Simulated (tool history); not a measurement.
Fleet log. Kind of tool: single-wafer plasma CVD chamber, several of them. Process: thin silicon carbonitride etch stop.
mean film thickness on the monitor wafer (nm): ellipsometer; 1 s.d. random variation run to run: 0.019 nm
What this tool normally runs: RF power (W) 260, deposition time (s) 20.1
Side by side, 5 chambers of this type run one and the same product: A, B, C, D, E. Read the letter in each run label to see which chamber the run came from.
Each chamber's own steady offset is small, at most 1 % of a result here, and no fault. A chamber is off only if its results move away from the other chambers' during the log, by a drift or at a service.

run	hour	RF power (W)	deposition time (s)	read-back reference wafer on the same gauge, thickness_nm	mean film thickness on the monitor wafer (nm)
1E	11.6	260	20.1	13.597	12.387
2B	23.9	260	20.1	13.597	12.428
3D	34.1	260	20.1	13.593	12.276
4C	40.7	260	20.1	13.592	12.276
5A	53.1	260	20.1	13.586	12.412
6E	61.8	260	20.1	13.59	12.421
7C	73.3	260	20.1	13.591	12.258
8B	85.2	260	20.1	13.582	12.371
9D	96.3	260	20.1	13.588	12.271
10A	108.7	260	20.1	13.583	12.363
11D	123.1	260	20.1	13.58	12.297
12E	131	260	20.1	13.579	12.367
# hour 137.7: chamber D: RF generator calibrated
# hour 138.2: chamber E: RF generator calibrated
13B	142.3	260	20.1	13.578	12.38
14C	149.3	260	20.1	13.576	12.228
15A	157.6	260	20.1	13.569	12.401
16E	166.1	260	20.1	13.573	12.351
17A	177.2	260	20.1	13.566	12.373
18D	187.8	260	20.1	13.573	12.313
19C	198.3	260	20.1	13.571	12.2
20B	209.6	260	20.1	13.565	12.352
21E	219.9	260	18.1	13.562	11.12
22B	229.7	260	18.1	13.561	11.171
23A	243.9	260	18.1	13.56	11.145
24C	254.6	260	18.1	13.551	10.974
25D	264.4	260	18.1	13.555	11.068
26C	271.6	240	20.1	13.551	11.919
27B	286.9	240	20.1	13.547	12.043
28E	301	240	20.1	13.544	12.034
29D	310.7	240	20.1	13.547	12.03
30A	323.8	240	20.1	13.543	12.067
31B	337.6	310	16.7	13.539	10.839
32E	349.3	310	16.7	13.54	10.809
33A	362.2	310	16.7	13.538	10.807
34D	372.9	310	16.7	13.535	10.745
35C	385.1	310	16.7	13.536	10.664
36C	396.7	260	20.1	13.533	12.18
37B	404.8	260	20.1	13.528	12.32
38D	416.6	260	20.1	13.525	12.283
39E	431.8	260	20.1	13.522	12.31
40A	446.9	260	20.1	13.523	12.364
41D	453.6	260	20.1	13.519	12.278
42A	467.3	260	20.1	13.519	12.315
# hour 471.4: chamber B: thermocouple changed; heater temperature recalibrated
43B	479.8	260	20.1	13.52	12.301
44E	490.6	260	20.1	13.515	12.311

Has any chamber moved away from the others, gradually or after a service, or does the common gauge drift, or do the chambers differ only by their own small steady offsets? State the chamber and the most likely cause if one applies.

The shared gauge is drifting. All chambers look as if they move in step, but none is off.
Likeliest cause: gauge reads low (%) = 0.636.
